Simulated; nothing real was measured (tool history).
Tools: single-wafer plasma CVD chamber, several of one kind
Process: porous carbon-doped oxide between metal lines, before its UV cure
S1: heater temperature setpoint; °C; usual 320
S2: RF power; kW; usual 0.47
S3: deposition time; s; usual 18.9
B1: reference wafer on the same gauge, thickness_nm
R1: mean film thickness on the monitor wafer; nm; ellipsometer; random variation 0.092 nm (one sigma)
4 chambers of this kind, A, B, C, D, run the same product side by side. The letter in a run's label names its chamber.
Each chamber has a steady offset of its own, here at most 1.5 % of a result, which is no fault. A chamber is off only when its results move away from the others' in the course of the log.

| run | day | S1 | S2 | S3 | B1 | R1 |
|---|---|---|---|---|---|---|
| 1D | 0.15 | 320 | 0.47 | 18.9 | 87.3 | 88.229 |
| 2B | 0.267 | 320 | 0.47 | 18.9 | 87.277 | 89.562 |
| 3C | 0.379 | 320 | 0.47 | 18.9 | 87.26 | 89.246 |
| 4A | 0.508 | 320 | 0.47 | 18.9 | 87.252 | 89.796 |
| 5B | 0.646 | 320 | 0.47 | 18.9 | 87.264 | 89.636 |
| 6A | 0.883 | 320 | 0.47 | 18.9 | 87.224 | 89.817 |
| 7C | 1.108 | 320 | 0.47 | 18.9 | 87.223 | 89.193 |
| 8D | 1.225 | 309 | 0.47 | 18.9 | 87.214 | 93.417 |
| 9B | 1.396 | 309 | 0.47 | 18.9 | 87.186 | 94.871 |
| 10A | 1.538 | 309 | 0.47 | 18.9 | 87.158 | 94.74 |
| 11D | 1.712 | 309 | 0.47 | 18.9 | 87.156 | 93.383 |
| 12C | 1.938 | 320 | 0.47 | 18.9 | 87.122 | 89.248 |
| 13A | 2.046 | 320 | 0.47 | 18.9 | 87.123 | 89.565 |
| 14B | 2.154 | 326 | 0.47 | 18.9 | 87.136 | 86.911 |
| 15C | 2.262 | 326 | 0.47 | 18.9 | 87.12 | 86.536 |
| 16D | 2.5 | 326 | 0.47 | 18.9 | 87.08 | 85.339 |
| 17A | 2.638 | 326 | 0.47 | 18.9 | 87.071 | 87.004 |
| 18B | 2.767 | 320 | 0.47 | 18.9 | 87.035 | 89.516 |
| 19C | 2.904 | 320 | 0.47 | 20.9 | 87.051 | 98.289 |
| 20D | 3.112 | 320 | 0.47 | 20.9 | 87.05 | 96.837 |
| 21B | 3.308 | 320 | 0.47 | 20.9 | 87.02 | 98.376 |
| 22D | 3.529 | 320 | 0.47 | 20.9 | 86.989 | 96.762 |
| 23A | 3.729 | 320 | 0.47 | 18.9 | 86.995 | 89.625 |
| 24C | 3.879 | 320 | 0.47 | 18.9 | 86.979 | 89.046 |
| 25A | 4.017 | 320 | 0.47 | 18.9 | 86.953 | 89.606 |
| 26B | 4.204 | 320 | 0.47 | 18.9 | 86.941 | 89.245 |
| 27C | 4.346 | 320 | 0.47 | 18.9 | 86.953 | 88.976 |

Is one chamber off against the others, does the gauge drift, or is nothing wrong? If a chamber is off, say which, and what the likeliest cause is.

The gauge drifts, so all chambers seem to drift together. No chamber is off.
Cause: gauge reads low (%) = 0.428.
